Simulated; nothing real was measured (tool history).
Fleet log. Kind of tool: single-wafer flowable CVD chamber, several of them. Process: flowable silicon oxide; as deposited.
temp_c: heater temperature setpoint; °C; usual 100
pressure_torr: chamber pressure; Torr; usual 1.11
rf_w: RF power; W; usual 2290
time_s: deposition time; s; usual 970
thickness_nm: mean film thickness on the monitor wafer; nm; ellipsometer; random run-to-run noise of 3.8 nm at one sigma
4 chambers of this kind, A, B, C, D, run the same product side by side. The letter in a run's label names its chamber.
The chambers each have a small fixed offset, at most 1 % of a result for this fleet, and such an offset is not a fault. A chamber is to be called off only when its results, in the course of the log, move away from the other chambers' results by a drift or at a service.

run     day  temp_c  pressure_torr  rf_w  time_s  hours since the last thermocouple change  hours since the last RF generator calibration  hours since the last manometer calibration  read-back reference wafer on the same gauge, thickness_nm  thickness_nm
      0.296  -- chamber C: capacitance manometer re-zeroed and calibrated
 1A   0.533     100           1.11  2290     970                                    2015.1                                           1304                                      1904.7                                                     1067.7        897.26
 2D   0.808     100           1.11  2290     970                                       474                                         2063.1                                       194.9                                                     1066.7        899.33
 3B   1.171     100           1.11  2290     970                                     923.9                                         1110.6                                         370                                                     1068.5        890.52
 4C   1.671     100           1.11  2290     970                                    1049.3                                         1838.6                                          33                                                       1068        903.49
 5B   2.167     100           1.11  2290     970                                     947.8                                         1134.5                                       393.9                                                       1068        900.64
 6D   2.604     100           1.11  2290     970                                     517.1                                         2106.2                                         238                                                     1068.3        901.63
 7C   2.929     100           1.11  2290     970                                    1079.5                                         1868.8                                        63.2                                                     1067.1        904.29
 8A   3.204     100           1.11  2290     970                                    2079.2                                         1368.1                                      1968.8                                                     1068.9        893.52
      3.229  -- chamber A: thermocouple changed; heater temperature recalibrated
 9A   3.583     100           1.11  2290     970                                       8.6                                         1377.2                                      1977.9                                                     1068.3        894.19
10D   4.162     100           1.11  2290     970                                     554.5                                         2143.6                                       275.4                                                     1067.5        901.16
11B   4.729     100           1.11  2290     970                                    1009.3                                           1196                                       455.4                                                       1068        898.96
12C   5.296     100           1.11  2290     970                                    1136.3                                         1925.6                                         120                                                       1068        916.79
13C   5.708     100           1.11  2290     970                                    1146.2                                         1935.5                                       129.9                                                     1068.1        919.52
14B   6.158     100           1.11  2290     970                                    1043.6                                         1230.3                                       489.7                                                     1068.9        894.36
15D   6.596     100           1.11  2290    1034                                     612.9                                           2202                                       333.8                                                     1069.5        973.15
16A   6.892     100           1.11  2290    1034                                        88                                         1456.6                                      2057.3                                                     1067.2        953.73
17A   7.167     100           1.11  2290    1034                                      94.6                                         1463.2                                      2063.9                                                     1068.6        956.84
18B   7.608     100           1.11  2290    1034                                    1078.4                                         1265.1                                       524.5                                                     1067.8        954.33
19C   8.067     100           1.11  2290     970                                    1202.8                                         1992.1                                       186.5                                                     1066.9        937.66
      8.167  -- chamber C: RF generator calibrated
20D     8.6     100           1.11  2290     970                                       661                                         2250.1                                       381.9                                                     1068.4        906.36
21D   8.862     100           1.11  1925    1159                                     667.3                                         2256.4                                       388.2                                                     1067.8        1039.1
22B   9.342     100           1.11  1925    1159                                      1120                                         1306.7                                       566.1                                                     1068.4        1028.5
23A   9.742     100           1.11  1925    1159                                     156.4                                           1525                                      2125.7                                                     1067.2        1033.7
24C  10.192     100           1.11  1925    1159                                    1253.8                                           48.6                                       237.5                                                     1067.1          1083
     10.467  -- chamber A: capacitance manometer re-zeroed and calibrated
25D  10.567     100           1.11  2290     970                                     708.2                                         2297.3                                       429.1                                                     1067.3         901.2
26C  10.838     100           1.11  2290     970                                    1269.3                                           64.1                                         253                                                       1068        941.83
27B  11.171     100           1.11  2290     970                                    1163.9                                         1350.6                                         610                                                     1069.8        893.81
28A  11.504     105           1.11  2290    1117                                     198.7                                         1567.3                                        24.9                                                     1067.5        872.85
29C  11.954     105           1.11  2290    1117                                    1296.1                                           90.9                                       279.8                                                     1068.4        921.86

The same settings go to every chamber for the next run, one line per chamber below. Forecast the results for each:
30A  12.367     100           1.11  2290     970                                                                                                                                                                                                             ?
30B  12.367     100           1.11  2290     970                                                                                                                                                                                                             ?
30C  12.367     100           1.11  2290     970                                                                                                                                                                                                             ?
30D  12.367     100           1.11  2290     970                                                                                                                                                                                                             ?

run  thickness_nm
30A        897.46
30B        896.04
30C        949.86
30D        900.89

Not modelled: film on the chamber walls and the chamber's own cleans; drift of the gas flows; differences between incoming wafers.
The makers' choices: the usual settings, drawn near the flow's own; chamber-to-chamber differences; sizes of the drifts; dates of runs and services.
